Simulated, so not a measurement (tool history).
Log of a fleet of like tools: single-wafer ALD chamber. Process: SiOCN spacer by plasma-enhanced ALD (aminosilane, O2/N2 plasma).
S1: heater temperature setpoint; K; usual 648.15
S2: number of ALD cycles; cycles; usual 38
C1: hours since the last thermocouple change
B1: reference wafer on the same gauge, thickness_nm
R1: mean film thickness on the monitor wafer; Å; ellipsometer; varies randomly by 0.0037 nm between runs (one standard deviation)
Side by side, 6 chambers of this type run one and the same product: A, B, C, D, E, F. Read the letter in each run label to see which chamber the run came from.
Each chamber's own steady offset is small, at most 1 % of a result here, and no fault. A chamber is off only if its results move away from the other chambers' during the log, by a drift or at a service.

run,hour,S1,S2,C1,B1,R1
1A,4.5,648.15,38,326.2,1.8704,23.124
2D,9.2,648.15,38,2508.8,1.8709,23.013
3F,12.7,648.15,38,356.7,1.8708,22.761
4B,15.9,648.15,38,921.1,1.8705,22.86
5E,18.8,648.15,38,789.6,1.8724,23.04
6C,21.7,648.15,38,1326.8,1.8727,23.028
7A,25.7,648.15,38,347.4,1.8719,23.155
8F,29.5,648.15,38,373.5,1.8725,22.843
9D,32.3,648.15,38,2531.9,1.8717,23.046
10E,36.2,648.15,38,807,1.8729,23.075
11B,40.9,653.15,45,946.1,1.873,27.08
12C,45.1,653.15,45,1350.2,1.8736,27.347
13C,47.5,653.15,45,1352.6,1.8738,27.337
14D,51.7,653.15,45,2551.3,1.8742,27.352
15F,55.6,653.15,45,399.6,1.8749,27.041
16B,58.4,653.15,45,963.6,1.8752,27.138
17A,60.7,648.15,38,382.4,1.8754,23.188
18E,65,648.15,38,835.8,1.8767,23.076
19B,69.2,648.15,38,974.4,1.8758,22.961
20D,73.5,648.15,38,2573.1,1.8766,23.113
21F,76.6,648.15,38,420.6,1.8776,22.9
22A,79.9,648.15,38,401.6,1.8775,23.22
23E,84.2,648.15,38,855,1.8771,23.124
24C,86.5,648.15,38,1391.6,1.8767,23.117
25D,89.7,648.15,38,2589.3,1.8776,23.132
26B,93.7,648.15,38,998.9,1.8783,22.941
27F,97.9,648.15,38,441.9,1.8791,22.896
28E,103.1,648.15,38,873.9,1.8789,23.099
29C,108.2,658.15,44,1413.3,1.8797,26.75
30A,112.7,658.15,44,434.4,1.8797,26.902
# hour 113.7: chamber D: thermocouple changed; heater temperature recalibrated
31B,115,658.15,44,1020.2,1.8801,26.669
32F,119.9,658.15,44,463.9,1.8806,26.546
33C,124.5,658.15,44,1429.6,1.8811,26.842
34D,127.7,658.15,44,14.1,1.8814,26.855
35A,132.7,648.15,38,454.4,1.8816,23.297
36E,135.2,648.15,38,906,1.8819,23.151

For the next run the whole fleet of 6 chambers uses the same settings. Give each chamber's results:
37A,138.9,648.15,44,,,?
37B,138.9,648.15,44,,,?
37C,138.9,648.15,44,,,?
37D,138.9,648.15,44,,,?
37E,138.9,648.15,44,,,?
37F,138.9,648.15,44,,,?

run,R1
37A,26.95
37B,26.609
37C,26.865
37D,26.764
37E,26.854
37F,26.563
